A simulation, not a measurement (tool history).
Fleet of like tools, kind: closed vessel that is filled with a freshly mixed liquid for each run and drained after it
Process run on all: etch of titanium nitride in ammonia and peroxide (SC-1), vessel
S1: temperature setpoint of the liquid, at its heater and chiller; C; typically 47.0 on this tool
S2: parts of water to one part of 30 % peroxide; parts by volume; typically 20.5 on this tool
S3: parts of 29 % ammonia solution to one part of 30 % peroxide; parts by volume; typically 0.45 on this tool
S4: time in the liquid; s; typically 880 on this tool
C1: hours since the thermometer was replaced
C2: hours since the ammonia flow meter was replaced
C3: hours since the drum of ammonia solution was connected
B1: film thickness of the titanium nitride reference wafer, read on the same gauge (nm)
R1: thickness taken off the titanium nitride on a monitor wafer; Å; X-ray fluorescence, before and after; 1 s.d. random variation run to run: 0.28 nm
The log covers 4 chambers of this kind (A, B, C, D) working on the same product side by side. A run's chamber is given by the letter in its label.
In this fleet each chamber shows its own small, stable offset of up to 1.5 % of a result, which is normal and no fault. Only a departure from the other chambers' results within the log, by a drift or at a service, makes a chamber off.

{"run": "1B", "hour": 4.4, "S1": 47.0, "S2": 20.5, "S3": 0.45, "S4": 880, "C1": 1478.6, "C2": 452.3, "C3": 842.8, "B1": 80.016, "R1": 274.89}
{"run": "2D", "hour": 8.0, "S1": 47.0, "S2": 20.5, "S3": 0.45, "S4": 880, "C1": 253.1, "C2": 297.0, "C3": 449.2, "B1": 79.997, "R1": 280.02}
{"run": "3C", "hour": 11.8, "S1": 47.0, "S2": 20.5, "S3": 0.45, "S4": 880, "C1": 216.8, "C2": 964.6, "C3": 256.4, "B1": 79.989, "R1": 279.57}
{"run": "4A", "hour": 18.2, "S1": 47.0, "S2": 20.5, "S3": 0.45, "S4": 880, "C1": 1401.8, "C2": 394.7, "C3": 174.5, "B1": 80.009, "R1": 278.14}
{"run": "5C", "hour": 22.0, "S1": 47.0, "S2": 20.5, "S3": 0.45, "S4": 880, "C1": 227.0, "C2": 974.8, "C3": 266.6, "B1": 79.992, "R1": 276.75}
{"run": "6B", "hour": 25.0, "S1": 51.0, "S2": 20.5, "S3": 0.45, "S4": 880, "C1": 1499.2, "C2": 472.9, "C3": 863.4, "B1": 79.987, "R1": 368.48}
{"run": "7D", "hour": 28.7, "S1": 51.0, "S2": 20.5, "S3": 0.45, "S4": 880, "C1": 273.8, "C2": 317.7, "C3": 469.9, "B1": 79.996, "R1": 367.35}
{"run": "8A", "hour": 33.3, "S1": 51.0, "S2": 20.5, "S3": 0.45, "S4": 880, "C1": 1416.9, "C2": 409.8, "C3": 189.6, "B1": 79.997, "R1": 365.45}
{"run": "9B", "hour": 37.0, "S1": 51.0, "S2": 20.5, "S3": 0.45, "S4": 880, "C1": 1511.2, "C2": 484.9, "C3": 875.4, "B1": 79.997, "R1": 367.38}
{"run": "10C", "hour": 43.1, "S1": 47.0, "S2": 15.5, "S3": 0.45, "S4": 880, "C1": 248.1, "C2": 995.9, "C3": 287.7, "B1": 79.995, "R1": 321.63}
{"run": "11A", "hour": 48.5, "S1": 47.0, "S2": 15.5, "S3": 0.45, "S4": 880, "C1": 1432.1, "C2": 425.0, "C3": 204.8, "B1": 79.998, "R1": 329.74}
{"run": "12D", "hour": 53.4, "S1": 47.0, "S2": 15.5, "S3": 0.45, "S4": 880, "C1": 298.5, "C2": 342.4, "C3": 494.6, "B1": 79.991, "R1": 331.26}
{"run": "13C", "hour": 57.1, "S1": 47.0, "S2": 15.5, "S3": 0.45, "S4": 880, "C1": 262.1, "C2": 1009.9, "C3": 301.7, "B1": 79.998, "R1": 324.13}
{"run": "14D", "hour": 60.6, "S1": 47.0, "S2": 20.5, "S3": 0.45, "S4": 880, "C1": 305.7, "C2": 349.6, "C3": 501.8, "B1": 79.978, "R1": 278.96}
{"run": "15A", "hour": 65.5, "S1": 47.0, "S2": 20.5, "S3": 0.45, "S4": 880, "C1": 1449.1, "C2": 442.0, "C3": 221.8, "B1": 79.987, "R1": 291.97}
{"hour": 68.9, "done": "chamber A: new drum of ammonia solution connected"}
{"run": "16B", "hour": 71.3, "S1": 47.0, "S2": 20.5, "S3": 0.45, "S4": 880, "C1": 1545.5, "C2": 519.2, "C3": 909.7, "B1": 80.002, "R1": 281.15}
{"run": "17D", "hour": 74.3, "S1": 50.5, "S2": 17.0, "S3": 0.45, "S4": 880, "C1": 319.4, "C2": 363.3, "C3": 515.5, "B1": 80.011, "R1": 391.25}
{"run": "18C", "hour": 78.1, "S1": 50.5, "S2": 17.0, "S3": 0.45, "S4": 880, "C1": 283.1, "C2": 1030.9, "C3": 322.7, "B1": 80.001, "R1": 397.51}
{"run": "19A", "hour": 83.4, "S1": 50.5, "S2": 17.0, "S3": 0.45, "S4": 880, "C1": 1467.0, "C2": 459.9, "C3": 14.6, "B1": 80.02, "R1": 416.12}
{"run": "20B", "hour": 87.6, "S1": 50.5, "S2": 17.0, "S3": 0.45, "S4": 880, "C1": 1561.8, "C2": 535.5, "C3": 926.0, "B1": 79.99, "R1": 384.95}
{"run": "21D", "hour": 92.2, "S1": 47.0, "S2": 20.5, "S3": 0.6, "S4": 1105, "C1": 337.3, "C2": 381.2, "C3": 533.4, "B1": 80.01, "R1": 367.96}
{"run": "22A", "hour": 98.4, "S1": 47.0, "S2": 20.5, "S3": 0.6, "S4": 1105, "C1": 1482.0, "C2": 474.9, "C3": 29.6, "B1": 79.973, "R1": 390.55}
{"run": "23C", "hour": 104.4, "S1": 47.0, "S2": 20.5, "S3": 0.6, "S4": 1105, "C1": 309.4, "C2": 1057.2, "C3": 349.0, "B1": 80.025, "R1": 367.66}
{"run": "24B", "hour": 107.7, "S1": 47.0, "S2": 20.5, "S3": 0.6, "S4": 1105, "C1": 1581.9, "C2": 555.6, "C3": 946.1, "B1": 80.017, "R1": 365.68}
{"run": "25B", "hour": 113.2, "S1": 47.0, "S2": 20.5, "S3": 0.45, "S4": 880, "C1": 1587.4, "C2": 561.1, "C3": 951.6, "B1": 80.005, "R1": 272.92}
{"run": "26D", "hour": 119.7, "S1": 47.0, "S2": 20.5, "S3": 0.45, "S4": 880, "C1": 364.8, "C2": 408.7, "C3": 560.9, "B1": 79.992, "R1": 276.73}
{"run": "27C", "hour": 123.6, "S1": 47.0, "S2": 20.5, "S3": 0.45, "S4": 880, "C1": 328.6, "C2": 1076.4, "C3": 368.2, "B1": 80.02, "R1": 277.51}
{"run": "28A", "hour": 127.4, "S1": 47.0, "S2": 20.5, "S3": 0.6, "S4": 880, "C1": 1511.0, "C2": 503.9, "C3": 58.6, "B1": 79.999, "R1": 316.43}
{"run": "29D", "hour": 131.8, "S1": 47.0, "S2": 20.5, "S3": 0.6, "S4": 880, "C1": 376.9, "C2": 420.8, "C3": 573.0, "B1": 79.994, "R1": 289.59}

Has any chamber moved away from the others, gradually or after a service, or does the common gauge drift, or do the chambers differ only by their own small steady offsets? State the chamber and the most likely cause if one applies.

Chamber A drifts away from the others.
Likeliest cause: liquid hotter than its thermometer reads (K) = 1.19.

Which of the 4 candidates below, each the usual settings with something changed and its results left as question marks, puts chamber A back in line with what the other chambers give on the usual settings?
In line means no further than this from the other chambers' mean on the usual settings: R1 9.70 Å
{"run": "30A-1", "hour": 136.8, "S1": 47.0, "S2": 20.5, "S3": 0.45, "S4": 955, "R1": "?"}
{"run": "30A-2", "hour": 136.8, "S1": 46.5, "S2": 21.0, "S3": 0.45, "S4": 850, "R1": "?"}
{"run": "30A-3", "hour": 136.8, "S1": 48.0, "S2": 20.0, "S3": 0.45, "S4": 935, "R1": "?"}
{"run": "30A-4", "hour": 136.8, "S1": 46.0, "S2": 21.0, "S3": 0.45, "S4": 825, "R1": "?"}

Average result of the remaining chambers running the usual settings: R1 278.70 Å
run=30A-1 R1=328.58
run=30A-2 R1=278.58
run=30A-3 R1=349.59
run=30A-4 R1=261.16
30A-2 brings the chamber back in line.

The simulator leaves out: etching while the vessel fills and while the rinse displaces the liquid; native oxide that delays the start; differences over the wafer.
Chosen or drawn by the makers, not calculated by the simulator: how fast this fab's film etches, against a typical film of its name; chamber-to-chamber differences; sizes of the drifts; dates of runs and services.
